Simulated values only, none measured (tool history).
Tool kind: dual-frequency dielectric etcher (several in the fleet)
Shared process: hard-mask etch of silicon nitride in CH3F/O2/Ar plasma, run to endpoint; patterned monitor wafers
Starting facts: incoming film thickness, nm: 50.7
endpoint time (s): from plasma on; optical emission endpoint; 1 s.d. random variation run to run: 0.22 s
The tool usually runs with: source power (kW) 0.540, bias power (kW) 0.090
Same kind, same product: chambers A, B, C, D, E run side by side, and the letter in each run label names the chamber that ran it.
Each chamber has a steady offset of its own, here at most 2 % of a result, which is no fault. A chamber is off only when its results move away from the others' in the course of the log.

run    day  source power (kW)  bias power (kW)  hours since the last wet clean  hours since the last source power generator calibration  hours since the last bias power generator calibration  endpoint time (s)
 1E  0.238              0.540            0.090                           243.0                                                   1666.0                                                  858.6             60.436
     0.333  -- chamber A: wet clean of the chamber
 2C  0.492              0.540            0.090                           182.0                                                   3204.5                                                  813.9             61.746
 3A  0.708              0.540            0.090                             9.0                                                   1113.6                                                 1310.6             59.985
 4D  0.908              0.540            0.090                           176.9                                                   1705.6                                                 2927.8             60.242
 5B  1.108              0.540            0.090                           153.5                                                   1467.1                                                 1872.2             60.547
 6C  1.238              0.440            0.080                           199.9                                                   3222.4                                                  831.8             69.354
 7E  1.417              0.440            0.080                           271.3                                                   1694.3                                                  886.9             68.466
 8D  1.546              0.440            0.080                           192.2                                                   1720.9                                                 2943.1             67.967
 9B  1.692              0.440            0.080                           167.5                                                   1481.1                                                 1886.2             68.192
10A  1.850              0.440            0.080                            36.4                                                   1141.0                                                 1338.0             67.913
11C  2.062              0.540            0.090                           219.7                                                   3242.2                                                  851.6             61.983
12E  2.212              0.540            0.090                           290.4                                                   1713.4                                                  906.0             60.553
13B  2.417              0.640            0.071                           184.9                                                   1498.5                                                 1903.6             61.459
14D  2.629              0.640            0.071                           218.2                                                   1746.9                                                 2969.1             61.559
15A  2.758              0.640            0.071                            58.2                                                   1162.8                                                 1359.8             60.853
16C  2.975              0.640            0.071                           241.6                                                   3264.1                                                  873.5             62.993
17D  3.108              0.640            0.071                           229.7                                                   1758.4                                                 2980.6             61.272
18E  3.388              0.540            0.090                           318.6                                                   1741.6                                                  934.2             60.347
19B  3.608              0.540            0.090                           213.5                                                   1527.1                                                 1932.2             60.222
     3.762  -- chamber E: wet clean of the chamber
20A  3.846              0.540            0.104                            84.3                                                   1188.9                                                 1385.9             57.171
21C  4.025              0.540            0.104                           266.8                                                   3289.3                                                  898.7             58.472
22E  4.200              0.540            0.104                            10.6                                                   1761.1                                                  953.7             54.852
23B  4.354              0.540            0.104                           231.4                                                   1545.0                                                 1950.1             57.450
24D  4.500              0.540            0.104                           263.1                                                   1791.8                                                 3014.0             57.298
25A  4.671              0.620            0.103                           104.1                                                   1208.7                                                 1405.7             54.561
26D  4.812              0.620            0.103                           270.6                                                   1799.3                                                 3021.5             54.572
27B  4.975              0.620            0.103                           246.3                                                   1559.9                                                 1965.0             54.967
28C  5.162              0.620            0.103                           294.1                                                   3316.6                                                  926.0             55.793
29A  5.358              0.620            0.103                           120.6                                                   1225.2                                                 1422.2             54.550
30E  5.504              0.540            0.090                            41.9                                                   1792.4                                                  985.0             57.299
31E  5.779              0.540            0.090                            48.5                                                   1799.0                                                  991.6             57.396
32D  5.950              0.540            0.090                           297.9                                                   1826.6                                                 3048.8             60.320
33A  6.229              0.540            0.090                           141.5                                                   1246.1                                                 1443.1             60.304
34B  6.454              0.540            0.090                           281.8                                                   1595.4                                                 2000.5             60.647
35C  6.650              0.540            0.090                           329.8                                                   3352.3                                                  961.7             61.772
36A  6.908              0.540            0.090                           157.8                                                   1262.4                                                 1459.4             60.368

All chambers now run identical settings, listed one chamber a line with results as question marks. What results will each chamber show?
37A  7.121              0.540            0.090                                                                                                                                                                  ?
37B  7.121              0.540            0.090                                                                                                                                                                  ?
37C  7.121              0.540            0.090                                                                                                                                                                  ?
37D  7.121              0.540            0.090                                                                                                                                                                  ?
37E  7.121              0.540            0.090                                                                                                                                                                  ?

run  endpoint time (s)
37A             60.397
37B             60.729
37C             61.874
37D             60.538
37E             57.416
